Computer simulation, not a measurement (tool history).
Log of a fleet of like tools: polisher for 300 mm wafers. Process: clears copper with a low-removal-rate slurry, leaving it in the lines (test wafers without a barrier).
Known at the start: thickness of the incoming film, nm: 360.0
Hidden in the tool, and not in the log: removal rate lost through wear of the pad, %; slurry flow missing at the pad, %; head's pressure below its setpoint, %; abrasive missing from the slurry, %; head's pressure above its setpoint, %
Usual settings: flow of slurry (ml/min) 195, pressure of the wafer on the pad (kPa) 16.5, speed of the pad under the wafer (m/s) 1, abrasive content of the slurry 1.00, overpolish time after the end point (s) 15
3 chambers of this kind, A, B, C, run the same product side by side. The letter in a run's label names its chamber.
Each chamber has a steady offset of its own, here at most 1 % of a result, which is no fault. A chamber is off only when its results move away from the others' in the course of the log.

| run | hour | flow of slurry (ml/min) | pressure of the wafer on the pad (kPa) | speed of the pad under the wafer (m/s) | abrasive content of the slurry | overpolish time after the end point (s) | wafers polished on this pad | hours since the slurry nozzle was cleaned | hours since the head pressure was calibrated | hours since the slurry blender was calibrated | time until the end point was called (s) | dishing of a wide line in a test structure (nm) |
|---|---|---|---|---|---|---|---|---|---|---|---|---|
| 1B | 4.3 | 195 | 16.5 | 1 | 1.00 | 15 | 143 | 112.7 | 284.5 | 88.4 | 128.36 | 31.038 |
| 2C | 10.9 | 195 | 16.5 | 1 | 1.00 | 15 | 589 | 236.2 | 119.1 | 50.6 | 129.01 | 30.487 |
| 3A | 15.7 | 195 | 16.5 | 1 | 1.00 | 15 | 222 | 101.8 | 836.8 | 50.3 | 128.56 | 29.817 |
| 4C | 20.6 | 195 | 16.5 | 1 | 1.00 | 15 | 649 | 245.9 | 128.8 | 60.3 | 127.72 | 30.337 |
| 5A | 27.9 | 195 | 16.5 | 1 | 1.00 | 15 | 298 | 114.0 | 849.0 | 62.5 | 129.72 | 30.650 |
| 6B | 33.3 | 195 | 16.5 | 1 | 1.00 | 15 | 324 | 141.7 | 313.5 | 117.4 | 126.76 | 29.381 |
| 7B | 37.4 | 195 | 16.5 | 1 | 1.00 | 15 | 350 | 145.8 | 317.6 | 121.5 | 129.07 | 29.614 |
| 8A | 44.4 | 195 | 16.5 | 1 | 1.00 | 15 | 401 | 130.5 | 865.5 | 79.0 | 128.39 | 28.701 |
| 9C | 48.5 | 195 | 16.5 | 1 | 1.00 | 15 | 824 | 273.8 | 156.7 | 88.2 | 126.95 | 28.945 |
| 10C | 52.9 | 195 | 16.5 | 1 | 1.00 | 15 | 851 | 278.2 | 161.1 | 92.6 | 130.26 | 29.427 |
| 11A | 58.9 | 195 | 16.5 | 1 | 1.00 | 15 | 492 | 145.0 | 880.0 | 93.5 | 126.49 | 29.621 |
| 12B | 62.5 | 195 | 16.5 | 1 | 1.00 | 15 | 507 | 170.9 | 342.7 | 146.6 | 125.70 | 30.575 |
| 13C | 67.8 | 195 | 16.5 | 1 | 1.00 | 15 | 944 | 293.1 | 176.0 | 107.5 | 131.68 | 29.900 |
| 14A | 74.3 | 195 | 16.5 | 1 | 1.00 | 15 | 588 | 160.4 | 895.4 | 108.9 | 128.89 | 29.151 |
| 15B | 79.1 | 195 | 16.5 | 1 | 1.00 | 15 | 610 | 187.5 | 359.3 | 163.2 | 128.12 | 30.415 |
| 16C | 84.2 | 195 | 16.5 | 1 | 1.00 | 15 | 1047 | 309.5 | 192.4 | 123.9 | 127.50 | 31.674 |
|  | 87.7 | chamber B: worn pad replaced by a new one |
| 17A | 88.4 | 195 | 16.5 | 1 | 1.00 | 15 | 676 | 174.5 | 909.5 | 123.0 | 134.73 | 28.405 |
|  | 91.3 | chamber C: worn pad replaced by a new one |
| 18B | 93.9 | 195 | 16.5 | 1 | 1.00 | 15 | 39 | 202.3 | 374.1 | 178.0 | 130.67 | 30.096 |
| 19A | 101.8 | 195 | 16.5 | 1 | 1.00 | 15 | 760 | 187.9 | 922.9 | 136.4 | 132.83 | 29.465 |
| 20C | 106.5 | 195 | 16.5 | 1 | 1.00 | 15 | 95 | 331.8 | 214.7 | 146.2 | 126.28 | 30.298 |
| 21B | 111.4 | 195 | 16.5 | 1 | 1.00 | 15 | 148 | 219.8 | 391.6 | 195.5 | 128.28 | 28.723 |
| 22C | 117.0 | 195 | 16.5 | 1 | 1.00 | 15 | 161 | 342.3 | 225.2 | 156.7 | 128.62 | 29.850 |
| 23A | 123.9 | 195 | 16.5 | 1 | 1.00 | 15 | 898 | 210.0 | 945.0 | 158.5 | 139.74 | 28.421 |
| 24B | 130.1 | 195 | 16.5 | 1 | 1.00 | 15 | 265 | 238.5 | 410.3 | 214.2 | 129.11 | 30.235 |
| 25B | 135.4 | 195 | 16.5 | 1 | 1.00 | 15 | 298 | 243.8 | 415.6 | 219.5 | 128.82 | 29.877 |
|  | 142.1 | chamber A: slurry blender recalibrated |
| 26C | 142.4 | 195 | 20.7 | 1 | 0.75 | 15 | 319 | 367.7 | 250.6 | 182.1 | 108.25 | 35.571 |
|  | 144.1 | chamber A: slurry nozzle cleaned |
| 27A | 145.9 | 195 | 20.7 | 1 | 0.75 | 15 | 1036 | 1.8 | 967.0 | 3.8 | 121.62 | 32.288 |
|  | 148.6 | chamber C: slurry blender recalibrated |
| 28C | 152.2 | 195 | 20.7 | 1 | 0.75 | 15 | 381 | 377.5 | 260.4 | 3.6 | 110.22 | 35.328 |

Is one chamber off against the others, does the gauge drift, or is nothing wrong? If a chamber is off, say which, and what the likeliest cause is.

Chamber A drifts away from the others.
Cause: removal rate lost through wear of the pad, % = 10.5.
The log may not tell that from: head's pressure below its setpoint, %.

Here are 4 candidates for chamber A's next run, each the usual settings with a change, their results left as question marks. Which one brings its results back in line with what the others give on the usual settings?
In line means no further than this from the other chambers' mean on the usual settings: time until the end point was called (s) 4.70; dishing of a wide line in a test structure (nm) 2.300
| 29A-1 | 157.9 | 195 | 15.9 | 0.94 | 1.00 | 15 |  |  |  |  | ? | ? |
| 29A-2 | 157.9 | 195 | 17.2 | 1.06 | 1.00 | 15 |  |  |  |  | ? | ? |
| 29A-3 | 157.9 | 195 | 17.2 | 1.02 | 1.00 | 15 |  |  |  |  | ? | ? |
| 29A-4 | 157.9 | 195 | 15.9 | 0.98 | 1.00 | 15 |  |  |  |  | ? | ? |

The other chambers' mean on the usual settings: time until the end point was called (s) 128.14; dishing of a wide line in a test structure (nm) 30.035
| run | time until the end point was called (s) | dishing of a wide line in a test structure (nm) |
|---|---|---|
| 29A-1 | 159.07 | 24.275 |
| 29A-2 | 129.74 | 29.218 |
| 29A-3 | 134.89 | 28.225 |
| 29A-4 | 152.49 | 25.217 |
29A-2 brings the chamber back in line.

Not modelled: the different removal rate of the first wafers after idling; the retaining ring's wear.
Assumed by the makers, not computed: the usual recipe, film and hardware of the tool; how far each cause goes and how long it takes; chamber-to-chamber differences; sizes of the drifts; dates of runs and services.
